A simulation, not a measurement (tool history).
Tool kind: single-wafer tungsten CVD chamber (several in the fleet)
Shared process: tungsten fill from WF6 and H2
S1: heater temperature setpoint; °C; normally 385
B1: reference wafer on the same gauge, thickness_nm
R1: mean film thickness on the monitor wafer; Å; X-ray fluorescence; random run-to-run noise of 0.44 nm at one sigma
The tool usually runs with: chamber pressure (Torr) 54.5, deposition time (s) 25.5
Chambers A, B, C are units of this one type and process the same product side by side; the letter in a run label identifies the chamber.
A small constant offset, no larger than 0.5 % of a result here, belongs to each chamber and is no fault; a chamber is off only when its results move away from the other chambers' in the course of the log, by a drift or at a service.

{"run": "1C", "day": 0.125, "S1": 385, "chamber pressure (Torr)": 54.5, "deposition time (s)": 25.5, "B1": 61.606, "R1": 737.36}
{"run": "2B", "day": 0.242, "S1": 385, "chamber pressure (Torr)": 54.5, "deposition time (s)": 25.5, "B1": 61.552, "R1": 729.65}
{"run": "3A", "day": 0.396, "S1": 385, "chamber pressure (Torr)": 54.5, "deposition time (s)": 25.5, "B1": 61.593, "R1": 736.92}
{"run": "4C", "day": 0.525, "S1": 385, "chamber pressure (Torr)": 54.5, "deposition time (s)": 25.5, "B1": 61.687, "R1": 741.14}
{"run": "5A", "day": 0.642, "S1": 385, "chamber pressure (Torr)": 54.5, "deposition time (s)": 25.5, "B1": 61.615, "R1": 737.09}
{"run": "6B", "day": 0.792, "S1": 385, "chamber pressure (Torr)": 54.5, "deposition time (s)": 25.5, "B1": 61.59, "R1": 735.62}
{"run": "7C", "day": 0.942, "S1": 385, "chamber pressure (Torr)": 54.5, "deposition time (s)": 25.5, "B1": 61.61, "R1": 730.01}
{"run": "8B", "day": 1.108, "S1": 385, "chamber pressure (Torr)": 54.5, "deposition time (s)": 25.5, "B1": 61.572, "R1": 722.56}
{"run": "9A", "day": 1.204, "S1": 385, "chamber pressure (Torr)": 54.5, "deposition time (s)": 25.5, "B1": 61.663, "R1": 726.95}
{"run": "10C", "day": 1.312, "S1": 372, "chamber pressure (Torr)": 50.1, "deposition time (s)": 25.5, "B1": 61.542, "R1": 542.68}
{"run": "11B", "day": 1.433, "S1": 372, "chamber pressure (Torr)": 50.1, "deposition time (s)": 25.5, "B1": 61.553, "R1": 539.57}
{"run": "12A", "day": 1.596, "S1": 372, "chamber pressure (Torr)": 50.1, "deposition time (s)": 25.5, "B1": 61.585, "R1": 544.76}
{"run": "13B", "day": 1.683, "S1": 385, "chamber pressure (Torr)": 54.5, "deposition time (s)": 25.5, "B1": 61.536, "R1": 734.08}
{"run": "14A", "day": 1.846, "S1": 385, "chamber pressure (Torr)": 54.5, "deposition time (s)": 25.5, "B1": 61.623, "R1": 730.59}
{"run": "15C", "day": 2.012, "S1": 385, "chamber pressure (Torr)": 54.5, "deposition time (s)": 25.5, "B1": 61.702, "R1": 732.24}
{"day": 2.054, "done": "chamber A: thermocouple changed; heater temperature recalibrated"}
{"run": "16B", "day": 2.154, "S1": 385, "chamber pressure (Torr)": 54.5, "deposition time (s)": 25.5, "B1": 61.63, "R1": 731.44}
{"run": "17C", "day": 2.258, "S1": 385, "chamber pressure (Torr)": 54.5, "deposition time (s)": 25.5, "B1": 61.522, "R1": 737.05}
{"run": "18A", "day": 2.438, "S1": 393, "chamber pressure (Torr)": 54.5, "deposition time (s)": 25.5, "B1": 61.673, "R1": 807.47}
{"run": "19B", "day": 2.558, "S1": 393, "chamber pressure (Torr)": 54.5, "deposition time (s)": 25.5, "B1": 61.537, "R1": 843.8}
{"run": "20A", "day": 2.646, "S1": 393, "chamber pressure (Torr)": 54.5, "deposition time (s)": 25.5, "B1": 61.569, "R1": 812.7}
{"run": "21C", "day": 2.8, "S1": 385, "chamber pressure (Torr)": 46.2, "deposition time (s)": 25.5, "B1": 61.564, "R1": 686.5}
{"run": "22A", "day": 2.9, "S1": 385, "chamber pressure (Torr)": 46.2, "deposition time (s)": 25.5, "B1": 61.665, "R1": 640.63}
{"run": "23B", "day": 3.058, "S1": 385, "chamber pressure (Torr)": 46.2, "deposition time (s)": 25.5, "B1": 61.568, "R1": 678.58}
{"run": "24C", "day": 3.146, "S1": 385, "chamber pressure (Torr)": 54.5, "deposition time (s)": 25.5, "B1": 61.741, "R1": 725.87}
{"run": "25A", "day": 3.317, "S1": 385, "chamber pressure (Torr)": 54.5, "deposition time (s)": 25.5, "B1": 61.598, "R1": 688.62}
{"run": "26C", "day": 3.417, "S1": 385, "chamber pressure (Torr)": 54.5, "deposition time (s)": 25.5, "B1": 61.51, "R1": 733.64}

Is one chamber off against the others, does the gauge drift, or is nothing wrong? If a chamber is off, say which, and what the likeliest cause is.

A service on chamber A put it out of line with the rest.
Most likely cause: wafer temperature below the value expected at the setpoint (K) = 3.19.

Here are 4 candidates for chamber A's next run, each the usual settings with a change, their results left as question marks. Which one brings its results back in line with what the others give on the usual settings?
In-line tolerance around the mean of the other chambers on the usual settings: R1 15.00 Å
{"run": "27A-1", "day": 3.546, "S1": 385, "chamber pressure (Torr)": 51.5, "deposition time (s)": 25.5, "R1": "?"}
{"run": "27A-2", "day": 3.546, "S1": 386, "chamber pressure (Torr)": 54.8, "deposition time (s)": 25.5, "R1": "?"}
{"run": "27A-3", "day": 3.546, "S1": 382, "chamber pressure (Torr)": 53.6, "deposition time (s)": 25.5, "R1": "?"}
{"run": "27A-4", "day": 3.546, "S1": 387, "chamber pressure (Torr)": 55.2, "deposition time (s)": 26.0, "R1": "?"}

Mean of the other chambers on the usual settings: R1 732.88 Å
run=27A-1 R1=672.92
run=27A-2 R1=705.67
run=27A-3 R1=643.88
run=27A-4 R1=736.62
The right change is 27A-4: it brings the chamber back within the allowed miss of the others.
